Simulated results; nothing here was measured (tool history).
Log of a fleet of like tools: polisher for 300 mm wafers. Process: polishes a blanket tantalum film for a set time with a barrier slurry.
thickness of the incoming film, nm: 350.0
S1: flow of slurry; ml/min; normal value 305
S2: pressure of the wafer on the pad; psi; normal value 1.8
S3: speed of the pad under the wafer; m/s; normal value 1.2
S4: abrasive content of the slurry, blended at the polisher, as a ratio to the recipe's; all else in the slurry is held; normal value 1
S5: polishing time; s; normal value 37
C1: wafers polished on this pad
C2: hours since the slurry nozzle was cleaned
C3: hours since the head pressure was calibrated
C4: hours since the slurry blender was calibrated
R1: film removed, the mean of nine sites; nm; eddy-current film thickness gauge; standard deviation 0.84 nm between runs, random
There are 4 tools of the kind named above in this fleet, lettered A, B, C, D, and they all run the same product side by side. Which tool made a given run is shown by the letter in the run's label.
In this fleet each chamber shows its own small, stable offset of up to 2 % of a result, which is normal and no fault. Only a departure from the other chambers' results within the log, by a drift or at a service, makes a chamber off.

At day 0.129: chamber D: worn pad replaced by a new one.
Run 1D, day 0.175: usual settings; C1 15; C2 564.7; C3 1122.2; C4 272.2. Result: R1 61.927 nm.
Run 2C, day 0.367: usual settings; C1 350; C2 532.2; C3 139.9; C4 386.8. Result: R1 59.808 nm.
Run 3B, day 0.462: usual settings; C1 723; C2 257.2; C3 1037.3; C4 344.5. Result: R1 60.883 nm.
Run 4A, day 0.604: usual settings; C1 365; C2 201.9; C3 1013.6; C4 61.9. Result: R1 62.412 nm.
Run 5B, day 0.783: usual settings; C1 825; C2 264.9; C3 1045.0; C4 352.2. Result: R1 60.729 nm.
At day 0.838: chamber D: slurry blender recalibrated.
Run 6C, day 0.867: usual settings but S1 230 ml/min, S5 42 s; C1 509; C2 544.2; C3 151.9; C4 398.8. Result: R1 67.103 nm.
Run 7D, day 0.983: usual settings but S1 230 ml/min, S5 42 s; C1 273; C2 584.1; C3 1141.6; C4 3.6. Result: R1 68.281 nm.
Run 8A, day 1.117: usual settings but S1 230 ml/min, S5 42 s; C1 528; C2 214.2; C3 1025.9; C4 74.2. Result: R1 68.876 nm.
At day 1.200: chamber C: slurry blender recalibrated.
Run 9A, day 1.246: usual settings but S1 230 ml/min, S5 42 s; C1 569; C2 217.3; C3 1029.0; C4 77.3. Result: R1 70.770 nm.
At day 1.296: chamber B: worn pad replaced by a new one.
Run 10D, day 1.329: usual settings; C1 383; C2 592.4; C3 1149.9; C4 11.9. Result: R1 61.386 nm.
Run 11B, day 1.479: usual settings; C1 58; C2 281.6; C3 1061.7; C4 368.9. Result: R1 60.901 nm.
Run 12C, day 1.588: usual settings; C1 738; C2 561.5; C3 169.2; C4 9.4. Result: R1 58.608 nm.
Run 13A, day 1.742: usual settings; C1 727; C2 229.2; C3 1040.9; C4 89.2. Result: R1 62.082 nm.
Run 14D, day 1.850: usual settings; C1 549; C2 604.9; C3 1162.4; C4 24.4. Result: R1 62.466 nm.
Run 15C, day 2.029: usual settings; C1 879; C2 572.1; C3 179.8; C4 20.0. Result: R1 60.067 nm.
At day 2.142: chamber D: worn pad replaced by a new one.
Run 16B, day 2.217: usual settings; C1 293; C2 299.3; C3 1079.4; C4 386.6. Result: R1 62.916 nm.
Run 17C, day 2.358: usual settings; C1 984; C2 580.0; C3 187.7; C4 27.9. Result: R1 57.902 nm.
At day 2.442: chamber D: slurry nozzle cleaned.
Run 18D, day 2.529: usual settings; C1 124; C2 2.1; C3 1178.7; C4 40.7. Result: R1 60.999 nm.
Run 19B, day 2.650: usual settings; C1 431; C2 309.7; C3 1089.8; C4 397.0. Result: R1 61.713 nm.
Run 20A, day 2.775: usual settings; C1 1056; C2 254.0; C3 1065.7; C4 114.0. Result: R1 62.394 nm.
Run 21D, day 2.867: usual settings; C1 231; C2 10.2; C3 1186.8; C4 48.8. Result: R1 61.959 nm.
Run 22B, day 3.017: usual settings but S5 46 s; C1 547; C2 318.5; C3 1098.6; C4 405.8. Result: R1 75.211 nm.
Run 23A, day 3.112: usual settings but S5 46 s; C1 1164; C2 262.1; C3 1073.8; C4 122.1. Result: R1 77.728 nm.
Run 24C, day 3.246: usual settings but S5 46 s; C1 1266; C2 601.3; C3 209.0; C4 49.2. Result: R1 69.464 nm.
Run 25D, day 3.329: usual settings but S5 46 s; C1 378; C2 21.3; C3 1197.9; C4 59.9. Result: R1 77.835 nm.
Run 26A, day 3.450: usual settings; C1 1271; C2 270.2; C3 1081.9; C4 130.2. Result: R1 62.968 nm.
Run 27C, day 3.608: usual settings; C1 1382; C2 610.0; C3 217.7; C4 57.9. Result: R1 55.061 nm.
Run 28B, day 3.712: usual settings; C1 769; C2 335.2; C3 1115.3; C4 422.5. Result: R1 60.174 nm.
Run 29A, day 3.858: usual settings; C1 1401; C2 280.0; C3 1091.7; C4 140.0. Result: R1 62.964 nm.
Run 30B, day 3.983: usual settings; C1 855; C2 341.7; C3 1121.8; C4 429.0. Result: R1 61.814 nm.
At day 4.117: chamber C: slurry nozzle cleaned.
Run 31D, day 4.121: usual settings; C1 630; C2 40.3; C3 1216.9; C4 78.9. Result: R1 62.781 nm.
Run 32C, day 4.275: usual settings; C1 1594; C2 3.9; C3 233.7; C4 73.9. Result: R1 55.554 nm.

Predict what each chamber gives when all 4 of them run the settings below next.
Run 33A, day 4.412: usual settings. Result: R1 ?.
Run 33B, day 4.412: usual settings. Result: R1 ?.
Run 33C, day 4.412: usual settings. Result: R1 ?.
Run 33D, day 4.412: usual settings. Result: R1 ?.

run      R1
33A  61.512
33B  60.041
33C  55.132
33D  63.239
